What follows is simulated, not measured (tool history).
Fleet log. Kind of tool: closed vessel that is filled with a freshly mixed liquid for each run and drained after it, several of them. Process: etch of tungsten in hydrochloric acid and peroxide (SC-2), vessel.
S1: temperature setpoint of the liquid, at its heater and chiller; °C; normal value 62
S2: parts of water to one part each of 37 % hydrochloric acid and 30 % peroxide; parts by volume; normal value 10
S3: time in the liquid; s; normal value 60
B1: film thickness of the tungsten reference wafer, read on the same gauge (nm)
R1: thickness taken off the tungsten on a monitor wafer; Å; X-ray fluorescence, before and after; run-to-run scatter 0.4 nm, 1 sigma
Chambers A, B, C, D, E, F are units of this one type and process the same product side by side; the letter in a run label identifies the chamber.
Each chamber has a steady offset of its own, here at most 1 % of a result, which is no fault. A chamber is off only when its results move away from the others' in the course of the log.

run 1C hour=7.5 | S1=62 S2=10 S3=60 | B1=149.99 | R1=418.12
run 2A hour=23.5 | S1=62 S2=10 S3=60 | B1=149.99 | R1=428.82
run 3E hour=32.3 | S1=62 S2=10 S3=60 | B1=150.02 | R1=416.18
run 4F hour=43.6 | S1=62 S2=10 S3=60 | B1=150.02 | R1=419
run 5B hour=50.9 | S1=62 S2=10 S3=60 | B1=149.99 | R1=418.65
-- hour=59.5 chamber F: new drum of peroxide connected
run 6D hour=62.6 | S1=62 S2=10 S3=60 | B1=150.03 | R1=417.89
run 7D hour=78 | S1=62 S2=10 S3=60 | B1=149.99 | R1=412.98
run 8B hour=87.3 | S1=62 S2=10 S3=30 | B1=150 | R1=208.37
run 9F hour=98.7 | S1=62 S2=10 S3=30 | B1=150 | R1=209.08
run 10C hour=110.4 | S1=62 S2=10 S3=30 | B1=150.01 | R1=208.92
run 11E hour=120.5 | S1=62 S2=10 S3=30 | B1=150 | R1=210.36
run 12A hour=129.1 | S1=62 S2=10 S3=30 | B1=150 | R1=211.28
run 13E hour=140.5 | S1=62 S2=10 S3=30 | B1=150 | R1=207.47
run 14C hour=152.2 | S1=62 S2=10 S3=60 | B1=149.99 | R1=419.08
run 15A hour=164.7 | S1=62 S2=10 S3=60 | B1=149.98 | R1=424.55
-- hour=170.5 chamber B: chemicals flow meter replaced
run 16F hour=174.8 | S1=62 S2=10 S3=60 | B1=149.99 | R1=417.62
run 17B hour=184.8 | S1=62 S2=10 S3=60 | B1=149.99 | R1=416.59
run 18D hour=197.1 | S1=62 S2=10 S3=60 | B1=149.98 | R1=416.98
run 19F hour=206.6 | S1=67 S2=10 S3=60 | B1=149.98 | R1=566.07
run 20A hour=221.5 | S1=67 S2=10 S3=60 | B1=150 | R1=574.68
-- hour=227.8 chamber D: thermometer replaced
run 21E hour=235 | S1=67 S2=10 S3=60 | B1=150 | R1=573.09
run 22C hour=248.5 | S1=67 S2=10 S3=60 | B1=150 | R1=581.01
run 23D hour=259 | S1=67 S2=10 S3=60 | B1=150.01 | R1=561.43
-- hour=264.9 chamber C: new drum of peroxide connected
run 24B hour=270.9 | S1=67 S2=10 S3=60 | B1=149.99 | R1=570.42
run 25B hour=284.4 | S1=62 S2=10 S3=60 | B1=150 | R1=422.21
run 26E hour=292.3 | S1=62 S2=10 S3=60 | B1=150 | R1=425
-- hour=303 chamber B: new drum of peroxide connected
run 27F hour=306.1 | S1=62 S2=10 S3=60 | B1=149.99 | R1=415.51
run 28C hour=318.4 | S1=62 S2=10 S3=60 | B1=150 | R1=443.19
run 29A hour=329.2 | S1=62 S2=10 S3=60 | B1=150 | R1=421.86
run 30D hour=344.2 | S1=55 S2=7 S3=60 | B1=149.99 | R1=351.47
run 31B hour=353.1 | S1=55 S2=7 S3=60 | B1=149.99 | R1=360.22
run 32D hour=364.5 | S1=55 S2=7 S3=60 | B1=150.01 | R1=353.97
-- hour=369.5 chamber A: new drum of peroxide connected
run 33C hour=376.4 | S1=55 S2=7 S3=60 | B1=150.01 | R1=381.12
-- hour=380.7 chamber D: new drum of peroxide connected
run 34F hour=383.9 | S1=55 S2=7 S3=60 | B1=150 | R1=354.75
run 35A hour=399.4 | S1=55 S2=7 S3=60 | B1=150 | R1=358.33
-- hour=400.9 chamber E: new drum of peroxide connected
run 36E hour=409.7 | S1=62 S2=10 S3=60 | B1=149.99 | R1=418.71
-- hour=417.5 chamber E: thermometer replaced
run 37F hour=425.6 | S1=62 S2=10 S3=60 | B1=149.98 | R1=421.05
run 38D hour=440.7 | S1=62 S2=10 S3=60 | B1=150 | R1=424.14
run 39A hour=448.5 | S1=62 S2=10 S3=60 | B1=150 | R1=423.37
run 40E hour=463.2 | S1=62 S2=10 S3=60 | B1=150 | R1=420.42
run 41C hour=475.3 | S1=62 S2=10 S3=60 | B1=149.98 | R1=445.77
run 42B hour=487.6 | S1=62 S2=10 S3=60 | B1=150 | R1=419.53
run 43D hour=499.1 | S1=62 S2=10 S3=60 | B1=149.99 | R1=412.25
run 44F hour=511.6 | S1=62 S2=10 S3=60 | B1=149.99 | R1=420.84

All 6 chambers run these settings next. Forecast each chamber's results:
run 45A hour=523.5 | S1=62 S2=10 S3=60 | R1=?
run 45B hour=523.5 | S1=62 S2=10 S3=60 | R1=?
run 45C hour=523.5 | S1=62 S2=10 S3=60 | R1=?
run 45D hour=523.5 | S1=62 S2=10 S3=60 | R1=?
run 45E hour=523.5 | S1=62 S2=10 S3=60 | R1=?
run 45F hour=523.5 | S1=62 S2=10 S3=60 | R1=?

run=45A R1=422.24
run=45B R1=420.14
run=45C R1=452.05
run=45D R1=421.96
run=45E R1=412.48
run=45F R1=416.6
